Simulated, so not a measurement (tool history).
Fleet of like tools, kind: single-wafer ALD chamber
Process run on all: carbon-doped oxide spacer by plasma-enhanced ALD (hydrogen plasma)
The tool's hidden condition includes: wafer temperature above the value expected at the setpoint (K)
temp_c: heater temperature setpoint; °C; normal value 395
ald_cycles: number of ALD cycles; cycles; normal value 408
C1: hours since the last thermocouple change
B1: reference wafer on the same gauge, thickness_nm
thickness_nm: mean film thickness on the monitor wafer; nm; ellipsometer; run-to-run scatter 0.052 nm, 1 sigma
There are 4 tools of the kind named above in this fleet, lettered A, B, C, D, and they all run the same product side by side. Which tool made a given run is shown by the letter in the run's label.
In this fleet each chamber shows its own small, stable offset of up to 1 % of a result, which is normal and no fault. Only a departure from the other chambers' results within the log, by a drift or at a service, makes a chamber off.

Run 1B, hour 3: usual settings; C1 69.5; B1 22.587. Result: thickness_nm 20.458 nm.
Run 2C, hour 6.2: usual settings; C1 547.5; B1 22.613. Result: thickness_nm 20.345 nm.
Run 3D, hour 9.2: usual settings; C1 288.6; B1 22.601. Result: thickness_nm 20.314 nm.
Run 4A, hour 12.2: usual settings; C1 748.4; B1 22.593. Result: thickness_nm 20.321 nm.
Run 5A, hour 16: usual settings; C1 752.2; B1 22.598. Result: thickness_nm 20.231 nm.
Run 6B, hour 21.5: usual settings but ald_cycles 373 cycles; C1 88; B1 22.581. Result: thickness_nm 18.845 nm.
Run 7C, hour 24.6: usual settings but ald_cycles 373 cycles; C1 565.9; B1 22.594. Result: thickness_nm 18.59 nm.
Run 8D, hour 30.3: usual settings but ald_cycles 373 cycles; C1 309.7; B1 22.606. Result: thickness_nm 18.628 nm.
Run 9B, hour 33.7: usual settings but ald_cycles 373 cycles; C1 100.2; B1 22.588. Result: thickness_nm 18.676 nm.
Run 10C, hour 38.1: usual settings; C1 579.4; B1 22.607. Result: thickness_nm 20.338 nm.
Run 11A, hour 41.9: usual settings; C1 778.1; B1 22.588. Result: thickness_nm 20.239 nm.
Run 12D, hour 44.6: usual settings; C1 324; B1 22.609. Result: thickness_nm 20.346 nm.
Run 13A, hour 48.5: usual settings; C1 784.7; B1 22.614. Result: thickness_nm 20.299 nm.
Run 14D, hour 52.1: usual settings; C1 331.5; B1 22.582. Result: thickness_nm 20.305 nm.
Run 15B, hour 55.9: usual settings; C1 122.4; B1 22.594. Result: thickness_nm 20.502 nm.
Run 16C, hour 59.3: usual settings; C1 600.6; B1 22.609. Result: thickness_nm 20.469 nm.
Run 17B, hour 64.3: usual settings; C1 130.8; B1 22.598. Result: thickness_nm 20.555 nm.
Run 18C, hour 68: usual settings; C1 609.3; B1 22.599. Result: thickness_nm 20.41 nm.
Run 19D, hour 72.3: usual settings; C1 351.7; B1 22.598. Result: thickness_nm 20.367 nm.
Run 20A, hour 75.7: usual settings; C1 811.9; B1 22.598. Result: thickness_nm 20.279 nm.
Run 21D, hour 80.9: usual settings; C1 360.3; B1 22.585. Result: thickness_nm 20.387 nm.
Run 22B, hour 84.9: usual settings but temp_c 409 °C, ald_cycles 462 cycles; C1 151.4; B1 22.593. Result: thickness_nm 22.452 nm.
Run 23A, hour 89.2: usual settings but temp_c 409 °C, ald_cycles 462 cycles; C1 825.4; B1 22.601. Result: thickness_nm 21.968 nm.
Run 24C, hour 94.6: usual settings but temp_c 409 °C, ald_cycles 462 cycles; C1 635.9; B1 22.596. Result: thickness_nm 22.431 nm.
Run 25D, hour 98.1: usual settings but temp_c 409 °C, ald_cycles 462 cycles; C1 377.5; B1 22.601. Result: thickness_nm 22.378 nm.
Run 26B, hour 103: usual settings; C1 169.5; B1 22.587. Result: thickness_nm 20.573 nm.
Run 27A, hour 106.3: usual settings; C1 842.5; B1 22.619. Result: thickness_nm 20.183 nm.
Run 28C, hour 108.9: usual settings; C1 650.2; B1 22.608. Result: thickness_nm 20.439 nm.
Run 29A, hour 113.7: usual settings; C1 849.9; B1 22.589. Result: thickness_nm 20.187 nm.
Run 30C, hour 118.1: usual settings; C1 659.4; B1 22.606. Result: thickness_nm 20.379 nm.
Run 31B, hour 120.7: usual settings but ald_cycles 445 cycles; C1 187.2; B1 22.596. Result: thickness_nm 22.407 nm.
Run 32D, hour 126: usual settings but ald_cycles 445 cycles; C1 405.4; B1 22.589. Result: thickness_nm 22.197 nm.
Run 33A, hour 129.9: usual settings but ald_cycles 445 cycles; C1 866.1; B1 22.582. Result: thickness_nm 22.117 nm.
Run 34C, hour 132.5: usual settings but ald_cycles 445 cycles; C1 673.8; B1 22.599. Result: thickness_nm 22.217 nm.

Next, every chamber runs the same settings. What will each give?
Run 35A, hour 136.8: usual settings. Result: thickness_nm ?.
Run 35B, hour 136.8: usual settings. Result: thickness_nm ?.
Run 35C, hour 136.8: usual settings. Result: thickness_nm ?.
Run 35D, hour 136.8: usual settings. Result: thickness_nm ?.

run  thickness_nm
35A        20.241
35B         20.53
35C        20.399
35D        20.424

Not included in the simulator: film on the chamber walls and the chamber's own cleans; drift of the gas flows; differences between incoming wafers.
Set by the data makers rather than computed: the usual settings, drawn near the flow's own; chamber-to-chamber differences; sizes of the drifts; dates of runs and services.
